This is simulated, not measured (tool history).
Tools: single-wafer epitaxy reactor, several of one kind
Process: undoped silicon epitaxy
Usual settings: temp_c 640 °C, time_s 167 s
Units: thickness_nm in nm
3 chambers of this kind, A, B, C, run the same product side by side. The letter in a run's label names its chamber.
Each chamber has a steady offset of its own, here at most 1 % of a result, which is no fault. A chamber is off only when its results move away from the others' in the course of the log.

| run | day | temp_c | time_s | hours since the last pyrometer calibration | read-back reference wafer on the same gauge, thickness_nm | thickness_nm |
|---|---|---|---|---|---|---|
| 1A | 0.175 | 640 | 167 | 1629.2 | 21.604 | 22.349 |
| 2B | 0.338 | 640 | 167 | 1165.7 | 21.588 | 22.563 |
| 3C | 0.504 | 640 | 167 | 1139.4 | 21.602 | 22.334 |
| 4A | 0.625 | 640 | 167 | 1640 | 21.618 | 22.454 |
| 5B | 0.742 | 652 | 167 | 1175.4 | 21.602 | 29.496 |
| 6C | 0.908 | 652 | 167 | 1149.1 | 21.6 | 29.445 |
| 7C | 1.029 | 652 | 167 | 1152 | 21.597 | 29.06 |
| 8A | 1.196 | 640 | 167 | 1653.7 | 21.581 | 22.417 |
| 9B | 1.279 | 640 | 167 | 1188.3 | 21.605 | 22.621 |
| 10B | 1.408 | 640 | 167 | 1191.4 | 21.604 | 22.602 |
| 11C | 1.546 | 640 | 167 | 1164.4 | 21.594 | 22.33 |
| 12A | 1.629 | 640 | 167 | 1664.1 | 21.601 | 22.466 |
| 13C | 1.712 | 640 | 167 | 1168.4 | 21.592 | 22.312 |
| 14B | 1.879 | 640 | 167 | 1202.7 | 21.579 | 22.775 |
| 15A | 2.021 | 640 | 167 | 1673.5 | 21.611 | 22.306 |
| 16A | 2.138 | 640 | 167 | 1676.3 | 21.617 | 22.336 |
| 17B | 2.242 | 640 | 167 | 1211.4 | 21.602 | 22.597 |
|  | 2.288 | chamber A: pyrometer calibrated |
| 18C | 2.362 | 640 | 167 | 1184 | 21.605 | 22.328 |
| 19B | 2.525 | 640 | 167 | 1218.2 | 21.612 | 22.505 |
| 20A | 2.646 | 640 | 167 | 8.7 | 21.614 | 23.283 |
| 21C | 2.792 | 640 | 167 | 1194.3 | 21.583 | 22.366 |
| 22C | 2.904 | 640 | 167 | 1197 | 21.604 | 22.505 |
| 23A | 3.075 | 640 | 167 | 19 | 21.619 | 23.091 |
| 24B | 3.175 | 635 | 167 | 1233.8 | 21.614 | 20.189 |
| 25C | 3.35 | 635 | 167 | 1207.7 | 21.613 | 20.012 |
| 26A | 3.45 | 635 | 167 | 28 | 21.596 | 20.801 |
| 27B | 3.625 | 640 | 167 | 1244.6 | 21.609 | 22.532 |
| 28A | 3.712 | 640 | 148 | 34.3 | 21.592 | 20.594 |
| 29B | 3.838 | 640 | 148 | 1249.7 | 21.604 | 19.983 |
| 30C | 4.012 | 640 | 148 | 1223.6 | 21.604 | 19.889 |

All chambers now run identical settings, listed one chamber a line with results as question marks. What results will each chamber show?
| 31A | 4.142 | 640 | 192 |  |  | ? |
| 31B | 4.142 | 640 | 192 |  |  | ? |
| 31C | 4.142 | 640 | 192 |  |  | ? |

| run | thickness_nm |
|---|---|
| 31A | 26.687 |
| 31B | 25.858 |
| 31C | 25.766 |

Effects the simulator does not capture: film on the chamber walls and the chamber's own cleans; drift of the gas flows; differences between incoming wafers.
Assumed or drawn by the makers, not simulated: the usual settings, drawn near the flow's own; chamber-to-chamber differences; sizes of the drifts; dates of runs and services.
